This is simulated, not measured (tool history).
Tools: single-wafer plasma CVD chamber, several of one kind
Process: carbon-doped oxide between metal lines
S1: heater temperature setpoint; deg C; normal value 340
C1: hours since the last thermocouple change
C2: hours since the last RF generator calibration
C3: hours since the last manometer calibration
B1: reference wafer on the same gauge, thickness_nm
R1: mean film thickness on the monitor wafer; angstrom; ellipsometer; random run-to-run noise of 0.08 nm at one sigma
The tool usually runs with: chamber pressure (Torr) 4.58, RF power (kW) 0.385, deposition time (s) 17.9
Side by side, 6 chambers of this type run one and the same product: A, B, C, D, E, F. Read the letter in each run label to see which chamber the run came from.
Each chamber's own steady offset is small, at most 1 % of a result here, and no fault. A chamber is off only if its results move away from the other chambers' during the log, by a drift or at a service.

run 1D hour=10.2 | S1=340 chamber_pressure_(Torr)=4.58 RF_power_(kW)=0.385 deposition_time_(s)=17.9 | C1=412.5 C2=812.1 C3=991.5 | B1=82.164 | R1=784.60
run 2F hour=19.8 | S1=340 chamber_pressure_(Torr)=4.58 RF_power_(kW)=0.385 deposition_time_(s)=17.9 | C1=1990.2 C2=391.6 C3=190.1 | B1=82.170 | R1=775.48
run 3E hour=29.4 | S1=340 chamber_pressure_(Torr)=4.58 RF_power_(kW)=0.385 deposition_time_(s)=17.9 | C1=900.4 C2=735.5 C3=628.1 | B1=82.185 | R1=781.10
run 4C hour=41.3 | S1=340 chamber_pressure_(Torr)=4.58 RF_power_(kW)=0.385 deposition_time_(s)=17.9 | C1=405.9 C2=472.0 C3=341.1 | B1=82.138 | R1=780.76
run 5B hour=50.3 | S1=340 chamber_pressure_(Torr)=4.58 RF_power_(kW)=0.385 deposition_time_(s)=17.9 | C1=1784.6 C2=742.5 C3=1520.7 | B1=82.164 | R1=782.21
run 6A hour=62.2 | S1=340 chamber_pressure_(Torr)=4.58 RF_power_(kW)=0.385 deposition_time_(s)=17.9 | C1=1963.3 C2=183.0 C3=268.4 | B1=82.162 | R1=784.27
run 7A hour=72.2 | S1=340 chamber_pressure_(Torr)=4.58 RF_power_(kW)=0.385 deposition_time_(s)=17.9 | C1=1973.3 C2=193.0 C3=278.4 | B1=82.146 | R1=781.52
run 8B hour=79.0 | S1=340 chamber_pressure_(Torr)=4.58 RF_power_(kW)=0.385 deposition_time_(s)=17.9 | C1=1813.3 C2=771.2 C3=1549.4 | B1=82.128 | R1=781.55
run 9D hour=87.9 | S1=340 chamber_pressure_(Torr)=4.58 RF_power_(kW)=0.385 deposition_time_(s)=17.9 | C1=490.2 C2=889.8 C3=1069.2 | B1=82.129 | R1=784.05
run 10E hour=96.9 | S1=340 chamber_pressure_(Torr)=4.58 RF_power_(kW)=0.385 deposition_time_(s)=17.9 | C1=967.9 C2=803.0 C3=695.6 | B1=82.110 | R1=779.90
-- hour=98.3 chamber E: thermocouple changed; heater temperature recalibrated
run 11C hour=107.4 | S1=340 chamber_pressure_(Torr)=4.58 RF_power_(kW)=0.385 deposition_time_(s)=17.9 | C1=472.0 C2=538.1 C3=407.2 | B1=82.124 | R1=781.52
run 12F hour=117.6 | S1=340 chamber_pressure_(Torr)=3.84 RF_power_(kW)=0.360 deposition_time_(s)=17.9 | C1=2088.0 C2=489.4 C3=287.9 | B1=82.108 | R1=718.52
run 13A hour=131.7 | S1=340 chamber_pressure_(Torr)=3.84 RF_power_(kW)=0.360 deposition_time_(s)=17.9 | C1=2032.8 C2=252.5 C3=337.9 | B1=82.112 | R1=727.85
run 14E hour=139.7 | S1=340 chamber_pressure_(Torr)=3.84 RF_power_(kW)=0.360 deposition_time_(s)=17.9 | C1=41.4 C2=845.8 C3=738.4 | B1=82.102 | R1=722.92
run 15B hour=151.0 | S1=340 chamber_pressure_(Torr)=3.84 RF_power_(kW)=0.360 deposition_time_(s)=17.9 | C1=1885.3 C2=843.2 C3=1621.4 | B1=82.092 | R1=722.37
run 16D hour=163.2 | S1=340 chamber_pressure_(Torr)=3.84 RF_power_(kW)=0.360 deposition_time_(s)=17.9 | C1=565.5 C2=965.1 C3=1144.5 | B1=82.073 | R1=725.82
run 17F hour=176.8 | S1=340 chamber_pressure_(Torr)=3.84 RF_power_(kW)=0.360 deposition_time_(s)=17.9 | C1=2147.2 C2=548.6 C3=347.1 | B1=82.057 | R1=717.81
run 18C hour=187.9 | S1=340 chamber_pressure_(Torr)=4.58 RF_power_(kW)=0.385 deposition_time_(s)=17.9 | C1=552.5 C2=618.6 C3=487.7 | B1=82.075 | R1=779.78
run 19C hour=200.9 | S1=340 chamber_pressure_(Torr)=4.58 RF_power_(kW)=0.385 deposition_time_(s)=17.9 | C1=565.5 C2=631.6 C3=500.7 | B1=82.045 | R1=779.64
run 20A hour=209.7 | S1=340 chamber_pressure_(Torr)=4.58 RF_power_(kW)=0.385 deposition_time_(s)=17.9 | C1=2110.8 C2=330.5 C3=415.9 | B1=82.044 | R1=781.90
run 21D hour=225.2 | S1=340 chamber_pressure_(Torr)=4.58 RF_power_(kW)=0.385 deposition_time_(s)=17.9 | C1=627.5 C2=1027.1 C3=1206.5 | B1=82.044 | R1=780.65
run 22F hour=235.1 | S1=340 chamber_pressure_(Torr)=4.58 RF_power_(kW)=0.385 deposition_time_(s)=17.9 | C1=2205.5 C2=606.9 C3=405.4 | B1=82.009 | R1=773.19
-- hour=235.7 chamber F: thermocouple changed; heater temperature recalibrated
run 23E hour=242.7 | S1=340 chamber_pressure_(Torr)=4.58 RF_power_(kW)=0.385 deposition_time_(s)=17.9 | C1=144.4 C2=948.8 C3=841.4 | B1=82.028 | R1=779.02
run 24B hour=255.4 | S1=340 chamber_pressure_(Torr)=4.58 RF_power_(kW)=0.385 deposition_time_(s)=17.9 | C1=1989.7 C2=947.6 C3=1725.8 | B1=82.002 | R1=779.59
run 25C hour=265.7 | S1=340 chamber_pressure_(Torr)=4.58 RF_power_(kW)=0.385 deposition_time_(s)=17.9 | C1=630.3 C2=696.4 C3=565.5 | B1=82.002 | R1=779.44
run 26F hour=274.7 | S1=340 chamber_pressure_(Torr)=4.58 RF_power_(kW)=0.385 deposition_time_(s)=17.9 | C1=39.0 C2=646.5 C3=445.0 | B1=81.997 | R1=773.50
run 27B hour=286.0 | S1=340 chamber_pressure_(Torr)=4.58 RF_power_(kW)=0.385 deposition_time_(s)=17.9 | C1=2020.3 C2=978.2 C3=1756.4 | B1=81.978 | R1=781.71
run 28E hour=297.2 | S1=340 chamber_pressure_(Torr)=4.58 RF_power_(kW)=0.385 deposition_time_(s)=17.9 | C1=198.9 C2=1003.3 C3=895.9 | B1=81.969 | R1=777.50
run 29A hour=311.8 | S1=333 chamber_pressure_(Torr)=3.71 RF_power_(kW)=0.385 deposition_time_(s)=17.9 | C1=2212.9 C2=432.6 C3=518.0 | B1=81.954 | R1=777.33
run 30D hour=325.8 | S1=333 chamber_pressure_(Torr)=3.71 RF_power_(kW)=0.385 deposition_time_(s)=17.9 | C1=728.1 C2=1127.7 C3=1307.1 | B1=81.976 | R1=778.35
run 31F hour=337.8 | S1=333 chamber_pressure_(Torr)=3.71 RF_power_(kW)=0.385 deposition_time_(s)=17.9 | C1=102.1 C2=709.6 C3=508.1 | B1=81.943 | R1=770.66
run 32D hour=345.0 | S1=333 chamber_pressure_(Torr)=3.71 RF_power_(kW)=0.385 deposition_time_(s)=17.9 | C1=747.3 C2=1146.9 C3=1326.3 | B1=81.965 | R1=778.88
run 33E hour=356.8 | S1=333 chamber_pressure_(Torr)=3.71 RF_power_(kW)=0.385 deposition_time_(s)=17.9 | C1=258.5 C2=1062.9 C3=955.5 | B1=81.936 | R1=773.54
run 34B hour=366.1 | S1=333 chamber_pressure_(Torr)=3.71 RF_power_(kW)=0.385 deposition_time_(s)=17.9 | C1=2100.4 C2=1058.3 C3=1836.5 | B1=81.928 | R1=775.82
run 35A hour=379.1 | S1=340 chamber_pressure_(Torr)=4.58 RF_power_(kW)=0.385 deposition_time_(s)=17.9 | C1=2280.2 C2=499.9 C3=585.3 | B1=81.912 | R1=780.59
run 36C hour=391.4 | S1=340 chamber_pressure_(Torr)=4.58 RF_power_(kW)=0.385 deposition_time_(s)=17.9 | C1=756.0 C2=822.1 C3=691.2 | B1=81.921 | R1=778.98
run 37E hour=399.6 | S1=340 chamber_pressure_(Torr)=4.58 RF_power_(kW)=0.385 deposition_time_(s)=17.9 | C1=301.3 C2=1105.7 C3=998.3 | B1=81.904 | R1=778.54
run 38F hour=411.9 | S1=345 chamber_pressure_(Torr)=4.58 RF_power_(kW)=0.385 deposition_time_(s)=21.3 | C1=176.2 C2=783.7 C3=582.2 | B1=81.892 | R1=904.26
run 39D hour=418.7 | S1=345 chamber_pressure_(Torr)=4.58 RF_power_(kW)=0.385 deposition_time_(s)=21.3 | C1=821.0 C2=1220.6 C3=1400.0 | B1=81.908 | R1=911.62
run 40C hour=425.7 | S1=345 chamber_pressure_(Torr)=4.58 RF_power_(kW)=0.385 deposition_time_(s)=21.3 | C1=790.3 C2=856.4 C3=725.5 | B1=81.899 | R1=910.11
run 41B hour=440.1 | S1=345 chamber_pressure_(Torr)=4.58 RF_power_(kW)=0.385 deposition_time_(s)=21.3 | C1=2174.4 C2=1132.3 C3=1910.5 | B1=81.858 | R1=909.37
run 42A hour=454.5 | S1=345 chamber_pressure_(Torr)=4.58 RF_power_(kW)=0.385 deposition_time_(s)=21.3 | C1=2355.6 C2=575.3 C3=660.7 | B1=81.870 | R1=912.95
run 43E hour=461.4 | S1=345 chamber_pressure_(Torr)=4.58 RF_power_(kW)=0.385 deposition_time_(s)=21.3 | C1=363.1 C2=1167.5 C3=1060.1 | B1=81.847 | R1=908.05

Next, all 6 chambers run the settings below, one line each with question marks for the results. What does each chamber give?
run 44A hour=472.5 | S1=340 chamber_pressure_(Torr)=4.97 RF_power_(kW)=0.385 deposition_time_(s)=17.9 | R1=?
run 44B hour=472.5 | S1=340 chamber_pressure_(Torr)=4.97 RF_power_(kW)=0.385 deposition_time_(s)=17.9 | R1=?
run 44C hour=472.5 | S1=340 chamber_pressure_(Torr)=4.97 RF_power_(kW)=0.385 deposition_time_(s)=17.9 | R1=?
run 44D hour=472.5 | S1=340 chamber_pressure_(Torr)=4.97 RF_power_(kW)=0.385 deposition_time_(s)=17.9 | R1=?
run 44E hour=472.5 | S1=340 chamber_pressure_(Torr)=4.97 RF_power_(kW)=0.385 deposition_time_(s)=17.9 | R1=?
run 44F hour=472.5 | S1=340 chamber_pressure_(Torr)=4.97 RF_power_(kW)=0.385 deposition_time_(s)=17.9 | R1=?

run=44A R1=790.11
run=44B R1=787.22
run=44C R1=786.59
run=44D R1=790.62
run=44E R1=785.34
run=44F R1=782.39

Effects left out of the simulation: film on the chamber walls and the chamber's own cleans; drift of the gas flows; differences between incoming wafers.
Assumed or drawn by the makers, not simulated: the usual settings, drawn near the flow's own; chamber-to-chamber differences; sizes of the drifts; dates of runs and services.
